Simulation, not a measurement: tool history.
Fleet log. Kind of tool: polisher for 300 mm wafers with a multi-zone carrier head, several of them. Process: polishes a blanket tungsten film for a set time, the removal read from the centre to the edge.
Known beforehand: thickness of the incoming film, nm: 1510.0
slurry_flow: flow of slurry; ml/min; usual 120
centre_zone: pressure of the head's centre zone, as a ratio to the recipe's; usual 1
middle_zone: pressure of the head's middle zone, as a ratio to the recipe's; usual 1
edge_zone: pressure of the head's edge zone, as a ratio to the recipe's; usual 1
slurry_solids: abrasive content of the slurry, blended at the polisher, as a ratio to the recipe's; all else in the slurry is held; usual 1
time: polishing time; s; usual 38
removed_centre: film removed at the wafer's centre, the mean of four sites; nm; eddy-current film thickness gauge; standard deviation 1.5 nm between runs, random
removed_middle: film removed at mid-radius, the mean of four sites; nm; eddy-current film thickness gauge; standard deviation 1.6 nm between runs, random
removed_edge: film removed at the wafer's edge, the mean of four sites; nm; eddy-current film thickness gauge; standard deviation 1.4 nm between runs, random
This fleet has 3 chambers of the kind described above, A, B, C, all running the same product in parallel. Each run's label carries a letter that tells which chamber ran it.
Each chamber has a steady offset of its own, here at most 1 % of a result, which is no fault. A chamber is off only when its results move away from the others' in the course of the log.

run	hour	slurry_flow	centre_zone	middle_zone	edge_zone	slurry_solids	time	wafers polished on this pad	hours since the slurry nozzle was cleaned	hours since the centre zone pressure was calibrated	hours since the edge zone pressure was calibrated	removed_centre	removed_middle	removed_edge
1B	12.6	120	1	1	1	1	38	662	246.5	345.8	493.2	199.98	202.72	200.26
# hour 14: chamber B: worn pad replaced by a new one
2C	20	120	1	1	1	1	38	836	187.2	659.8	892.4	203.29	203.49	202.66
3A	29.3	120	1	1	1	1	38	240	632.2	281.1	335.7	199.9	206.24	202.35
4B	41.4	120	1	1	1	1	38	222	275.3	374.6	522	204.25	203.71	203.05
5C	48.7	120	1	1	1	1	38	1069	215.9	688.5	921.1	204.63	201.75	199.2
6A	59.4	120	1	1	1	1	38	484	662.3	311.2	365.8	203.31	203.46	202.94
7A	65.2	120	1	1	1	1	38	532	668.1	317	371.6	199.77	203.85	202.84
8C	73	120	1	1	1	1	38	1267	240.2	712.8	945.4	202.01	201.86	199.87
# hour 74.8: chamber C: worn pad replaced by a new one
# hour 82.3: chamber A: slurry nozzle cleaned
9B	83	150	1.09	1	1	1	38	560	316.9	416.2	563.6	233.23	214.5	208.56
# hour 88.1: chamber B: worn pad replaced by a new one
# hour 89.2: chamber C: slurry nozzle cleaned
10A	92.9	150	1.09	1	1	1	38	757	10.7	344.7	399.3	235.15	213.09	211.34
11B	105.2	150	1.09	1	1	1	38	139	339.1	438.4	585.8	236.99	210.9	208.65
12C	113.2	100	1	1	1	1	38	312	24.1	753	985.6	193.14	191.42	194.27
13B	121.2	100	1	1	1	1	38	269	355.1	454.4	601.8	191.02	191.47	196.14
# hour 128.5: chamber A: worn pad replaced by a new one
14C	133.9	100	1	1	1	1	38	480	44.8	773.7	1006.3	191.45	192.1	194.98
15A	141.6	120	1	1	1	1	38	107	59.4	393.4	448	203.41	205.08	201.23
16A	153.8	120	1	1	1	1	38	206	71.6	405.6	460.2	197.74	201.51	202.38
17B	160.5	120	1	1	1	1	38	588	394.4	493.7	641.1	200.58	203.14	201.39
# hour 171.7: chamber B: worn pad replaced by a new one
18C	172.2	120	1	1	1	1	38	791	83.1	812	1044.6	206.24	201.85	203.51
19A	181.6	120	1	1	1	1	38	432	99.4	433.4	488	197.65	204.18	200.42
20B	188.1	120	1	1	1	1	38	133	422	521.3	668.7	200.04	202.22	201.77
21C	193.9	135	1	1	1	1	38	968	104.8	833.7	1066.3	209.76	204.2	204.88
22A	205.4	135	1	1	1	1	38	625	123.2	457.2	511.8	201.42	210.72	205.06
23B	212.5	135	1	1	1	1	38	332	446.4	545.7	693.1	206.64	207.46	207.6
# hour 216.8: chamber C: edge zone pressure recalibrated
# hour 221.3: chamber B: edge zone pressure recalibrated
24C	221.7	120	1	1	1	1	38	1194	132.6	861.5	5	203.45	203.44	199.04
# hour 224.5: chamber C: worn pad replaced by a new one
25C	228.6	120	1	1	1	1	38	33	139.5	868.4	11.9	201.87	201.67	200.26
26B	240.2	120	1	1	1	1	38	557	474.1	573.4	19	200.06	198.35	200.22
27A	252.1	120	1	1	1	1	38	1005	169.9	503.9	558.5	194.5	201.56	204.78
# hour 260: chamber C: centre zone pressure recalibrated
# hour 261.4: chamber B: worn pad replaced by a new one
28A	262.1	120	1	1	1	1	38	1086	179.9	513.9	568.5	193.79	203.64	200.22
29B	268.1	120	1	1	1	1	38	55	502	601.3	46.9	201.13	199.91	202.09
# hour 268.3: chamber A: worn pad replaced by a new one
30C	280.7	120	1	1	1	1	38	457	191.6	20.8	64	204.94	200.59	200.2
31C	291.2	120	1	1	1	1	38	542	202.1	31.3	74.5	204.17	204.13	200.27
32B	300.9	120	1	1	1	1	38	321	534.8	634.1	79.7	199.62	204.25	202.46
33A	308.8	120	0.95	1	1	1	38	329	226.6	560.6	615.2	181.22	203.16	202.8
34A	315.7	120	0.95	1	1	1	38	385	233.5	567.5	622.1	180.82	201.88	202.85
# hour 322.7: chamber C: slurry nozzle cleaned
35B	328.5	120	0.95	1	1	1	38	546	562.4	661.7	107.3	189.05	202.27	201.6
36C	340.5	120	1	1	1	1	38	943	17.9	80.6	123.8	202.68	199.45	199.32
# hour 345: chamber B: worn pad replaced by a new one
37B	349.1	120	1	1	1	1	38	33	583	682.3	127.9	202.32	201.63	203.1
38C	360	85	1	1	1	1.1	38	1102	37.4	100.1	143.3	184.85	186.55	191.3
39A	372.4	85	1	1	1	1.1	38	846	290.2	624.2	678.8	170.87	187.15	193.35
# hour 374: chamber C: worn pad replaced by a new one
40B	383.6	85	1	1	1	1.1	38	314	617.5	716.8	162.4	184.92	186.56	194.08
41C	391.1	100	1	1	0.94	1	38	139	68.5	131.2	174.4	191.42	193.16	189.7
42A	398.4	100	1	1	0.94	1	38	1058	316.2	650.2	704.8	174.83	193.18	188.73
43A	405	100	1	1	0.94	1	38	1111	322.8	656.8	711.4	177.07	194.63	190.97

Each of the 3 chambers runs these same settings next. Fill in every chamber's results:
44A	414.1	120	1	1	1	1	38					?	?	?
44B	414.1	120	1	1	1	1	38					?	?	?
44C	414.1	120	1	1	1	1	38					?	?	?

run	removed_centre	removed_middle	removed_edge
44A	185.92	203.98	202.53
44B	203.43	201.36	199.31
44C	200.28	198.33	201.89
